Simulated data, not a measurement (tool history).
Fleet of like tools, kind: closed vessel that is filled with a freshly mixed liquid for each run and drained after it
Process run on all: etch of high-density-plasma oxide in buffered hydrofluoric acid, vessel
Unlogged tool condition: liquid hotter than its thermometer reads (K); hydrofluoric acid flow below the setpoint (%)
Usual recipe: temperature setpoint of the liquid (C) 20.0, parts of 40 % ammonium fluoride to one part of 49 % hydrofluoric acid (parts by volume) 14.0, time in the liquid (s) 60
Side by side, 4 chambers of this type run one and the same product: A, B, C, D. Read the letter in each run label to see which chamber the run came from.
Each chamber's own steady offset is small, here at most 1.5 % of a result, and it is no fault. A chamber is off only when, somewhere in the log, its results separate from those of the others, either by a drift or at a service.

run,hour,temperature setpoint of the liquid (C),parts of 40 % ammonium fluoride to one part of 49 % hydrofluoric acid (parts by volume),time in the liquid (s),hours since the thermometer was replaced,hours since the hydrofluoric acid flow meter was replaced,"read-back film thickness of the high-density-plasma oxide reference wafer, read on the same gauge (nm)",thickness taken off the high-density-plasma oxide on a monitor wafer (nm)
1B,6.6,20.0,14.0,60,380.5,133.5,29.977,48.371
2C,10.4,20.0,14.0,60,2771.4,109.8,30.027,48.299
# hour 15.2: chamber C: thermometer replaced
3D,15.8,20.0,14.0,60,1028.2,270.3,30.021,48.410
4A,18.7,20.0,14.0,60,433.6,1633.9,29.995,48.358
5C,24.5,20.0,14.0,60,9.4,123.9,29.980,48.257
6B,28.5,20.0,14.0,60,402.4,155.4,29.988,47.427
7D,31.4,17.5,14.0,60,1043.8,285.9,29.992,42.141
8A,36.8,17.5,14.0,60,451.7,1652.0,29.998,42.447
9A,42.1,17.5,14.0,60,457.0,1657.3,29.983,42.387
10D,46.4,17.5,14.0,60,1058.8,300.9,30.016,43.065
11B,52.8,20.0,14.0,60,426.7,179.7,30.007,47.914
12C,57.9,20.0,14.0,60,42.8,157.3,30.008,47.407
13A,63.0,20.0,14.0,60,477.9,1678.2,30.002,48.386
14D,69.5,20.0,14.0,60,1081.9,324.0,29.970,49.315
15C,75.9,18.0,14.0,35,60.8,175.3,29.999,24.977
16B,80.9,18.0,14.0,35,454.8,207.8,30.017,25.021
17B,86.5,18.0,14.0,35,460.4,213.4,30.034,24.836
18A,91.9,18.0,14.0,35,506.8,1707.1,29.996,25.689
19C,96.2,20.0,14.0,60,81.1,195.6,30.030,47.932
20D,100.2,20.0,14.0,60,1112.6,354.7,29.972,49.613
21D,104.4,20.0,14.0,60,1116.8,358.9,29.972,50.379
22B,108.1,20.0,14.0,60,482.0,235.0,30.016,47.575
23A,114.1,20.0,10.0,60,529.0,1729.3,30.033,67.056
24C,118.1,20.0,10.0,60,103.0,217.5,30.041,66.007
25C,122.1,20.0,10.0,60,107.0,221.5,29.994,66.584
26D,127.9,20.0,10.0,60,1140.3,382.4,29.977,71.851
# hour 132.2: chamber A: thermometer replaced
27B,133.3,20.0,9.5,60,507.2,260.2,30.016,69.504
28A,139.2,20.0,9.5,60,7.1,1754.4,29.988,68.726
29C,143.6,20.0,9.5,60,128.5,243.0,30.037,68.673
30B,148.5,20.0,9.5,60,522.4,275.4,30.004,67.947
31D,152.8,20.0,14.0,60,1165.2,407.3,30.045,52.664
32A,157.6,20.0,14.0,60,25.5,1772.8,30.010,48.706
33D,162.0,20.0,14.0,60,1174.4,416.5,30.015,52.515

The same settings go to every chamber for the next run, one line per chamber below. Forecast the results for each:
34A,166.7,23.5,14.0,60,,,,?
34B,166.7,23.5,14.0,60,,,,?
34C,166.7,23.5,14.0,60,,,,?
34D,166.7,23.5,14.0,60,,,,?

run,thickness taken off the high-density-plasma oxide on a monitor wafer (nm)
34A,58.715
34B,58.979
34C,58.610
34D,63.988
